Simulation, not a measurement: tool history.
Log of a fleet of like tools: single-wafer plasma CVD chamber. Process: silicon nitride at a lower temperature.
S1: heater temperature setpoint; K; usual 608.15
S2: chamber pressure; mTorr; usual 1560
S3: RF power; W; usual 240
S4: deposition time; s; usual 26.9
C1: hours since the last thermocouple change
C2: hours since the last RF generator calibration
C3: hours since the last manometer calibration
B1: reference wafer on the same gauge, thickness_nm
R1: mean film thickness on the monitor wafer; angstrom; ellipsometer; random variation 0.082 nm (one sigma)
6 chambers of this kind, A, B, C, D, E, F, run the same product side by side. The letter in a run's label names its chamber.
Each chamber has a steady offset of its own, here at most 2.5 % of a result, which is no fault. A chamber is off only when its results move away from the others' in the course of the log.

| run | hour | S1 | S2 | S3 | S4 | C1 | C2 | C3 | B1 | R1 |
|---|---|---|---|---|---|---|---|---|---|---|
| 1E | 13.8 | 608.15 | 1560 | 240 | 26.9 | 633.6 | 677.4 | 753.8 | 25.71 | 270.52 |
| 2C | 26.1 | 608.15 | 1560 | 240 | 26.9 | 1748.8 | 1716.3 | 1140 | 25.722 | 269.97 |
| 3B | 35.3 | 608.15 | 1560 | 240 | 26.9 | 980.7 | 209.8 | 726.8 | 25.694 | 272.31 |
| 4F | 46 | 608.15 | 1560 | 240 | 26.9 | 1169.9 | 1116.9 | 1127.2 | 25.701 | 270.91 |
| 5D | 56 | 600.15 | 1560 | 240 | 26.9 | 400.5 | 1128.2 | 122.7 | 25.711 | 276.53 |
| 6A | 68 | 600.15 | 1560 | 240 | 26.9 | 344.7 | 310.1 | 1453.1 | 25.706 | 268.89 |
| 7E | 74.7 | 600.15 | 1560 | 240 | 26.9 | 694.5 | 738.3 | 814.7 | 25.689 | 269.93 |
| 8D | 81.5 | 600.15 | 1560 | 240 | 26.9 | 426 | 1153.7 | 148.2 | 25.705 | 277.69 |
| 9F | 89.7 | 600.15 | 1560 | 240 | 26.9 | 1213.6 | 1160.6 | 1170.9 | 25.681 | 272.26 |
| 10C | 98.2 | 600.15 | 1560 | 240 | 26.9 | 1820.9 | 1788.4 | 1212.1 | 25.704 | 270.17 |
| 11B | 105 | 608.15 | 1560 | 240 | 26.9 | 1050.4 | 279.5 | 796.5 | 25.706 | 271.17 |
| 12A | 117.4 | 608.15 | 1560 | 240 | 26.9 | 394.1 | 359.5 | 1502.5 | 25.697 | 269.5 |
| 13B | 127.5 | 608.15 | 1560 | 240 | 26.9 | 1072.9 | 302 | 819 | 25.695 | 272.12 |
| 14E | 140.7 | 608.15 | 1560 | 240 | 26.9 | 760.5 | 804.3 | 880.7 | 25.696 | 270.96 |
|  | 148.5 | chamber F: RF generator calibrated |
| 15A | 151.8 | 608.15 | 1560 | 240 | 26.9 | 428.5 | 393.9 | 1536.9 | 25.678 | 268.2 |
|  | 152.6 | chamber F: capacitance manometer re-zeroed and calibrated |
| 16C | 159.3 | 608.15 | 1560 | 240 | 26.9 | 1882 | 1849.5 | 1273.2 | 25.688 | 270.31 |
| 17F | 165.3 | 608.15 | 1560 | 240 | 26.9 | 1289.2 | 16.8 | 12.7 | 25.698 | 276.72 |
| 18D | 173.1 | 608.15 | 1560 | 240 | 26.9 | 517.6 | 1245.3 | 239.8 | 25.701 | 277.09 |
| 19A | 185.5 | 608.15 | 1560 | 240 | 26.9 | 462.2 | 427.6 | 1570.6 | 25.711 | 268 |
| 20B | 197.2 | 608.15 | 1560 | 240 | 26.9 | 1142.6 | 371.7 | 888.7 | 25.669 | 273.66 |
| 21F | 209.4 | 608.15 | 1560 | 240 | 26.9 | 1333.3 | 60.9 | 56.8 | 25.709 | 276.28 |
| 22D | 216.5 | 608.15 | 1560 | 240 | 26.9 | 561 | 1288.7 | 283.2 | 25.709 | 276.17 |
| 23C | 224.2 | 608.15 | 1560 | 240 | 26.9 | 1946.9 | 1914.4 | 1338.1 | 25.685 | 268.72 |
|  | 230.9 | chamber C: thermocouple changed; heater temperature recalibrated |
| 24E | 232.9 | 608.15 | 1560 | 240 | 26.9 | 852.7 | 896.5 | 972.9 | 25.702 | 269.59 |
| 25C | 242.2 | 608.15 | 1560 | 240 | 26.9 | 11.4 | 1932.4 | 1356.1 | 25.685 | 268.62 |
| 26D | 249.4 | 608.15 | 1560 | 240 | 26.9 | 593.9 | 1321.6 | 316.1 | 25.71 | 275.61 |
| 27F | 257.4 | 608.15 | 1560 | 240 | 26.9 | 1381.3 | 108.9 | 104.8 | 25.715 | 277.09 |
| 28A | 271.2 | 608.15 | 1560 | 240 | 26.9 | 547.9 | 513.3 | 1656.3 | 25.694 | 268.3 |
| 29B | 278 | 608.15 | 1560 | 240 | 26.9 | 1223.4 | 452.5 | 969.5 | 25.692 | 271.33 |
| 30E | 291.5 | 608.15 | 1560 | 240 | 26.9 | 911.3 | 955.1 | 1031.5 | 25.711 | 269.16 |
|  | 293.3 | chamber B: capacitance manometer re-zeroed and calibrated |
| 31E | 299.4 | 608.15 | 1560 | 275 | 22.1 | 919.2 | 963 | 1039.4 | 25.691 | 243.58 |
| 32D | 313 | 608.15 | 1560 | 275 | 22.1 | 657.5 | 1385.2 | 379.7 | 25.73 | 250 |
| 33F | 325.2 | 608.15 | 1560 | 275 | 22.1 | 1449.1 | 176.7 | 172.6 | 25.705 | 250.3 |
| 34A | 331.9 | 608.15 | 1560 | 275 | 22.1 | 608.6 | 574 | 1717 | 25.683 | 241.42 |
| 35B | 343.5 | 608.15 | 1560 | 275 | 22.1 | 1288.9 | 518 | 50.3 | 25.726 | 246.63 |
| 36C | 352.7 | 608.15 | 1560 | 275 | 22.1 | 121.9 | 2042.9 | 1466.6 | 25.7 | 242.92 |

Is one chamber off against the others, does the gauge drift, or is nothing wrong? If a chamber is off, say which, and what the likeliest cause is.

A service left chamber F off against the others.
Cause: true pressure above the setpoint (%) = 6.94.

Here are 4 candidates for chamber F's next run, each the usual settings with a change, their results left as question marks. Which one brings its results back in line with what the others give on the usual settings?
In line means no further than this from the other chambers' mean on the usual settings: R1 2.9 angstrom
| 37F-1 | 362.7 | 608.15 | 1590 | 240 | 28 |  |  |  |  | ? |
| 37F-2 | 362.7 | 608.15 | 1680 | 240 | 26.9 |  |  |  |  | ? |
| 37F-3 | 362.7 | 608.15 | 1550 | 240 | 26.4 |  |  |  |  | ? |
| 37F-4 | 362.7 | 608.15 | 1310 | 240 | 26.9 |  |  |  |  | ? |

The other chambers' mean on the usual settings: R1 270.81 angstrom
| run | R1 |
|---|---|
| 37F-1 | 288.9 |
| 37F-2 | 281.7 |
| 37F-3 | 270.57 |
| 37F-4 | 263.17 |
37F-3 brings the chamber back in line.
